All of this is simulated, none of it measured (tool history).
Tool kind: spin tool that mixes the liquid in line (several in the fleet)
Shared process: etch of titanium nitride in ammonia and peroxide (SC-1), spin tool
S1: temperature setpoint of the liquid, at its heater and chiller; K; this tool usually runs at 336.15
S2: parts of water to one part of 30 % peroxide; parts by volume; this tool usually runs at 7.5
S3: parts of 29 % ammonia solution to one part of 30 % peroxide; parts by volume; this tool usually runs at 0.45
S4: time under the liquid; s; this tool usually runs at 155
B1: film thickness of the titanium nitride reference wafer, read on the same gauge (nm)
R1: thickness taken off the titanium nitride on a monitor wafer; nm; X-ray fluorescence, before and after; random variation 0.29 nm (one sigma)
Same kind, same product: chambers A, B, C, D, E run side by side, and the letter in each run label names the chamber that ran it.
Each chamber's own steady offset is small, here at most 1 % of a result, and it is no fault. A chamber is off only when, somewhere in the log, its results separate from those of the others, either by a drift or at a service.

run	hour	S1	S2	S3	S4	B1	R1
1B	3.3	336.15	7.5	0.45	155	150	32.167
2A	9.7	336.15	7.5	0.45	155	150.04	31.997
3C	12.8	336.15	7.5	0.45	155	149.99	31.324
4D	18.7	336.15	7.5	0.45	155	149.99	31.535
# hour 18.8: chamber C: thermometer replaced
5E	22.9	336.15	6	0.45	220	150.02	49.765
6E	27.7	336.15	6	0.45	220	150	50.107
7C	31.2	336.15	6	0.45	220	150.02	50.511
8B	35.8	336.15	6	0.45	220	149.99	50.084
9D	41.5	336.15	6	0.45	220	149.98	49.231
10A	45.8	336.15	7.5	0.45	155	149.97	32.07
11A	49.8	331.15	7.5	0.55	155	150.03	24.128
12C	54	331.15	7.5	0.55	155	149.96	23.465
13B	57.7	331.15	7.5	0.55	155	149.98	23.201
14D	61.5	331.15	7.5	0.55	155	150.01	23.435
15E	67.5	331.15	7.5	0.55	155	149.98	23.469
16D	74	336.15	7.5	0.45	185	150	37.627
17A	80.2	336.15	7.5	0.45	185	150.02	38.281
18E	83.3	336.15	7.5	0.45	185	150	38.345
# hour 86: chamber B: ammonia flow meter replaced
19C	87.3	336.15	7.5	0.45	185	150.03	38.478
20B	90.5	336.15	7.5	0.45	185	149.98	36.808
21A	96.8	336.15	7.5	0.45	155	149.98	31.779
22D	102.9	336.15	7.5	0.45	155	150	31.587
23B	108.1	336.15	7.5	0.45	155	149.99	30.637
24E	113.4	336.15	7.5	0.45	155	150.01	31.941
25C	118.1	336.15	7.5	0.45	155	149.98	31.566
# hour 119: chamber D: heated supply line repaired
26A	122.2	336.15	7.5	0.45	155	150.02	32.378
27C	127.4	336.15	7.5	0.45	155	150	31.847
28D	133	336.15	7.5	0.45	155	149.99	31.764
29E	138.9	336.15	7.5	0.45	155	150	31.83
30B	145	336.15	7.5	0.45	155	149.97	30.207
31A	150	336.15	7.5	0.45	155	150.01	31.857
32D	156.7	336.15	10.5	0.55	155	149.96	27.342
33E	163.2	336.15	10.5	0.55	155	149.99	28.047
34B	169.4	336.15	10.5	0.55	155	149.97	25.282
35C	175.5	336.15	10.5	0.55	155	150	27.413
36D	180.5	336.15	10.5	0.55	155	150.03	27.4
# hour 180.7: chamber A: new drum of ammonia solution connected
37A	185.7	336.15	10	0.45	155	149.98	27.45
38B	191.8	336.15	10	0.45	155	150.03	25.221
39E	196.5	336.15	10	0.45	155	149.99	27.489
40C	199.5	336.15	10	0.45	155	150	27.829
41E	204.8	336.15	10	0.45	155	150	27.451
42C	208.2	336.15	7.5	0.55	155	150.01	33.288
43B	211.4	336.15	7.5	0.55	155	149.98	29.492

All 5 chambers run these settings next. Forecast each chamber's results:
44A	216.3	336.15	5.5	0.45	155		?
44B	216.3	336.15	5.5	0.45	155		?
44C	216.3	336.15	5.5	0.45	155		?
44D	216.3	336.15	5.5	0.45	155		?
44E	216.3	336.15	5.5	0.45	155		?

run	R1
44A	37.511
44B	33.711
44C	36.806
44D	36.628
44E	36.601

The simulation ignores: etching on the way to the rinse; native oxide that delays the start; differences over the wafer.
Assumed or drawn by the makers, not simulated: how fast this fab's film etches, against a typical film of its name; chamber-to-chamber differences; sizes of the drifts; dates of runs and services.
